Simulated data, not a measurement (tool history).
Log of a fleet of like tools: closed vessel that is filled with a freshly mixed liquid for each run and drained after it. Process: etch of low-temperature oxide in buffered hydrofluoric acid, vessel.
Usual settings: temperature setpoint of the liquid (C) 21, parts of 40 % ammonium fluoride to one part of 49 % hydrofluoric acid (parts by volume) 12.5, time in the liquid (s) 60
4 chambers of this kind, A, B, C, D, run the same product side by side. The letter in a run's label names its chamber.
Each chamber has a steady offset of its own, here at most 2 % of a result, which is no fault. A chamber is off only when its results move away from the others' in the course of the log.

run   hour  temperature setpoint of the liquid (C)  parts of 40 % ammonium fluoride to one part of 49 % hydrofluoric acid (parts by volume)  time in the liquid (s)  read-back film thickness of the low-temperature oxide reference wafer, read on the same gauge (nm)  thickness taken off the low-temperature oxide on a monitor wafer (nm)
 1A   10.4                                      21                                                                                     12.5                      60                                                                                                 120                                                                 190.02
 2D   19.8                                      21                                                                                     12.5                      60                                                                                              119.99                                                                 190.74
      26.4  -- chamber D: hydrofluoric acid flow meter replaced
 3B   27.6                                      21                                                                                     12.5                      60                                                                                              120.01                                                                 190.17
 4C   35.3                                      21                                                                                     12.5                      60                                                                                              119.99                                                                 187.19
 5D   45.2                                      21                                                                                     12.5                      60                                                                                              119.97                                                                 191.25
 6B   50.3                                      21                                                                                     12.5                      60                                                                                              119.96                                                                 192.04
 7A     57                                      21                                                                                     12.5                      60                                                                                              119.99                                                                 186.78
 8C   61.8                                      21                                                                                     12.5                      60                                                                                              119.99                                                                 188.74
 9B   69.8                                      21                                                                                     12.5                      60                                                                                              119.99                                                                 190.84
10A   77.4                                      21                                                                                     12.5                      60                                                                                                 120                                                                 189.24
11D     87                                      21                                                                                     12.5                      60                                                                                                 120                                                                 190.51
12C   95.5                                      21                                                                                     12.5                      60                                                                                              120.01                                                                 192.94
13A  101.4                                      21                                                                                      9.5                      90                                                                                                 120                                                                    365
14C  109.4                                      21                                                                                      9.5                      90                                                                                                 120                                                                 360.76
15D  115.2                                      21                                                                                      9.5                      90                                                                                              120.03                                                                 367.94
16B  124.7                                      21                                                                                      9.5                      90                                                                                              120.03                                                                 377.88
17D  132.5                                      21                                                                                     12.5                      60                                                                                              119.98                                                                 190.95
18A  137.8                                      17                                                                                     12.5                      40                                                                                                 120                                                                 100.86
19C    143                                      17                                                                                     12.5                      40                                                                                              119.99                                                                 100.05
20B  150.5                                      17                                                                                     12.5                      40                                                                                              120.01                                                                 104.93
21B  159.7                                      17                                                                                     12.5                      40                                                                                              120.01                                                                 105.43
22D  169.1                                      21                                                                                     12.5                      60                                                                                                 120                                                                  190.1
23C  179.8                                      21                                                                                     12.5                      60                                                                                                 120                                                                 190.85
24A    188                                      21                                                                                     12.5                      35                                                                                              119.99                                                                  109.8
25A  194.4                                      21                                                                                     12.5                      35                                                                                              119.97                                                                 110.39
26B  204.5                                      21                                                                                     12.5                      35                                                                                              120.01                                                                 114.82
27D  214.5                                      21                                                                                     12.5                      35                                                                                                 120                                                                 112.19
28C  223.3                                      21                                                                                     12.5                      60                                                                                              119.97                                                                 191.88
29D  228.7                                      21                                                                                     12.5                      60                                                                                              119.98                                                                 188.63
30B    234                                      21                                                                                     12.5                      60                                                                                              120.01                                                                 199.23
31A    241                                      21                                                                                     12.5                      60                                                                                              119.99                                                                 190.13
32C  251.4                                      21                                                                                     12.5                      60                                                                                              119.96                                                                 189.14
33D  262.2                                      21                                                                                     12.5                      60                                                                                              119.99                                                                 189.21
34B  268.8                                      21                                                                                     12.5                      60                                                                                              120.01                                                                 202.99
35C  278.4                                      21                                                                                     12.5                      45                                                                                              120.02                                                                 139.52
36A  288.2                                      21                                                                                     12.5                      45                                                                                              120.02                                                                 141.31
37C  295.7                                      21                                                                                     12.5                      45                                                                                                 120                                                                 142.92

Next, every chamber runs the same settings. What will each give?
38A  303.6                                      21                                                                                     12.5                      60                                                                                                                                                                          ?
38B  303.6                                      21                                                                                     12.5                      60                                                                                                                                                                          ?
38C  303.6                                      21                                                                                     12.5                      60                                                                                                                                                                          ?
38D  303.6                                      21                                                                                     12.5                      60                                                                                                                                                                          ?

run  thickness taken off the low-temperature oxide on a monitor wafer (nm)
38A                                                                 187.49
38B                                                                 201.73
38C                                                                 188.46
38D                                                                 194.16

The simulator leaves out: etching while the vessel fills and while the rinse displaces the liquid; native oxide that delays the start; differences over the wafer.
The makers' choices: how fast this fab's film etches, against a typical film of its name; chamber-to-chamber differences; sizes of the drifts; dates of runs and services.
